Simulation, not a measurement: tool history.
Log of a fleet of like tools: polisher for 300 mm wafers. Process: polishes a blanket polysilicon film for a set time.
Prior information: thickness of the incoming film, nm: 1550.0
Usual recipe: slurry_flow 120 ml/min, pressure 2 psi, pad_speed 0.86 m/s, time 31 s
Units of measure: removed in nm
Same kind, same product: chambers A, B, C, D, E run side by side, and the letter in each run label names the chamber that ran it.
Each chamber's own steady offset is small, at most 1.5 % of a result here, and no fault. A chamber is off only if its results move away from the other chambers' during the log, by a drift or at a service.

{"hour": 7.1, "done": "chamber E: worn pad replaced by a new one"}
{"run": "1C", "hour": 8.6, "slurry_flow": 120, "pressure": 2, "pad_speed": 0.86, "time": 31, "removed": 159.15}
{"hour": 14.9, "done": "chamber D: worn pad replaced by a new one"}
{"run": "2E", "hour": 17.7, "slurry_flow": 120, "pressure": 2, "pad_speed": 0.86, "time": 31, "removed": 160.02}
{"run": "3B", "hour": 28.8, "slurry_flow": 120, "pressure": 2, "pad_speed": 0.86, "time": 31, "removed": 158.28}
{"run": "4D", "hour": 40.2, "slurry_flow": 120, "pressure": 2, "pad_speed": 0.86, "time": 31, "removed": 160.57}
{"hour": 44.0, "done": "chamber A: worn pad replaced by a new one"}
{"run": "5A", "hour": 49.0, "slurry_flow": 120, "pressure": 2, "pad_speed": 0.86, "time": 31, "removed": 157.64}
{"run": "6B", "hour": 59.1, "slurry_flow": 120, "pressure": 2, "pad_speed": 0.86, "time": 31, "removed": 158.99}
{"run": "7D", "hour": 67.6, "slurry_flow": 120, "pressure": 2, "pad_speed": 0.86, "time": 31, "removed": 159.74}
{"hour": 73.7, "done": "chamber E: worn pad replaced by a new one"}
{"run": "8C", "hour": 81.0, "slurry_flow": 120, "pressure": 2, "pad_speed": 0.86, "time": 31, "removed": 158.86}
{"hour": 81.4, "done": "chamber C: worn pad replaced by a new one"}
{"hour": 81.6, "done": "chamber A: slurry nozzle cleaned"}
{"run": "9A", "hour": 92.5, "slurry_flow": 120, "pressure": 2, "pad_speed": 0.86, "time": 31, "removed": 158.13}
{"run": "10E", "hour": 103.2, "slurry_flow": 120, "pressure": 2, "pad_speed": 0.86, "time": 31, "removed": 157.79}
{"hour": 111.7, "done": "chamber D: worn pad replaced by a new one"}
{"run": "11B", "hour": 115.9, "slurry_flow": 120, "pressure": 2, "pad_speed": 0.86, "time": 31, "removed": 156.76}
{"hour": 120.4, "done": "chamber E: slurry nozzle cleaned"}
{"hour": 127.1, "done": "chamber A: worn pad replaced by a new one"}
{"run": "12D", "hour": 128.5, "slurry_flow": 120, "pressure": 2, "pad_speed": 0.86, "time": 31, "removed": 162.61}
{"run": "13E", "hour": 141.3, "slurry_flow": 120, "pressure": 2, "pad_speed": 0.86, "time": 31, "removed": 158.53}
{"run": "14A", "hour": 150.6, "slurry_flow": 120, "pressure": 2, "pad_speed": 0.86, "time": 31, "removed": 156.63}
{"hour": 150.9, "done": "chamber B: worn pad replaced by a new one"}
{"hour": 156.0, "done": "chamber E: worn pad replaced by a new one"}
{"hour": 156.6, "done": "chamber C: worn pad replaced by a new one"}
{"run": "15C", "hour": 158.8, "slurry_flow": 120, "pressure": 2, "pad_speed": 0.86, "time": 31, "removed": 163.6}
{"run": "16D", "hour": 165.8, "slurry_flow": 120, "pressure": 2, "pad_speed": 0.86, "time": 31, "removed": 161.45}
{"run": "17A", "hour": 178.9, "slurry_flow": 120, "pressure": 2, "pad_speed": 0.86, "time": 31, "removed": 158.4}
{"hour": 187.8, "done": "chamber D: worn pad replaced by a new one"}
{"run": "18E", "hour": 192.5, "slurry_flow": 120, "pressure": 2, "pad_speed": 0.86, "time": 31, "removed": 159.8}
{"hour": 196.3, "done": "chamber A: worn pad replaced by a new one"}
{"run": "19C", "hour": 204.2, "slurry_flow": 120, "pressure": 2, "pad_speed": 0.86, "time": 31, "removed": 167.38}
{"run": "20B", "hour": 215.7, "slurry_flow": 120, "pressure": 2, "pad_speed": 0.86, "time": 31, "removed": 156.47}
{"run": "21A", "hour": 228.0, "slurry_flow": 120, "pressure": 2, "pad_speed": 0.86, "time": 31, "removed": 157.65}
{"hour": 241.7, "done": "chamber C: worn pad replaced by a new one"}
{"run": "22B", "hour": 241.9, "slurry_flow": 120, "pressure": 2, "pad_speed": 0.86, "time": 31, "removed": 156.9}
{"hour": 242.3, "done": "chamber E: worn pad replaced by a new one"}
{"run": "23C", "hour": 255.5, "slurry_flow": 120, "pressure": 2, "pad_speed": 0.86, "time": 31, "removed": 169.17}
{"run": "24D", "hour": 264.6, "slurry_flow": 120, "pressure": 2, "pad_speed": 0.86, "time": 31, "removed": 163.56}
{"hour": 264.8, "done": "chamber D: worn pad replaced by a new one"}
{"hour": 266.9, "done": "chamber A: worn pad replaced by a new one"}
{"run": "25E", "hour": 271.3, "slurry_flow": 120, "pressure": 2, "pad_speed": 0.86, "time": 31, "removed": 160.79}
{"run": "26B", "hour": 281.4, "slurry_flow": 120, "pressure": 2, "pad_speed": 0.86, "time": 31, "removed": 157.45}
{"run": "27E", "hour": 290.0, "slurry_flow": 120, "pressure": 2, "pad_speed": 0.86, "time": 31, "removed": 160.37}
{"hour": 301.7, "done": "chamber D: head pressure recalibrated"}
{"run": "28C", "hour": 301.9, "slurry_flow": 120, "pressure": 2, "pad_speed": 0.86, "time": 31, "removed": 173.44}
{"run": "29A", "hour": 310.2, "slurry_flow": 120, "pressure": 2, "pad_speed": 0.86, "time": 31, "removed": 160.15}
{"run": "30D", "hour": 319.4, "slurry_flow": 120, "pressure": 2, "pad_speed": 0.86, "time": 31, "removed": 163.72}

Next, all 5 chambers run the settings below, one line each with question marks for the results. What does each chamber give?
{"run": "31A", "hour": 329.4, "slurry_flow": 120, "pressure": 2, "pad_speed": 0.86, "time": 23, "removed": "?"}
{"run": "31B", "hour": 329.4, "slurry_flow": 120, "pressure": 2, "pad_speed": 0.86, "time": 23, "removed": "?"}
{"run": "31C", "hour": 329.4, "slurry_flow": 120, "pressure": 2, "pad_speed": 0.86, "time": 23, "removed": "?"}
{"run": "31D", "hour": 329.4, "slurry_flow": 120, "pressure": 2, "pad_speed": 0.86, "time": 23, "removed": "?"}
{"run": "31E", "hour": 329.4, "slurry_flow": 120, "pressure": 2, "pad_speed": 0.86, "time": 23, "removed": "?"}

run=31A removed=115.85
run=31B removed=114.99
run=31C removed=129.26
run=31D removed=120.28
run=31E removed=116.57
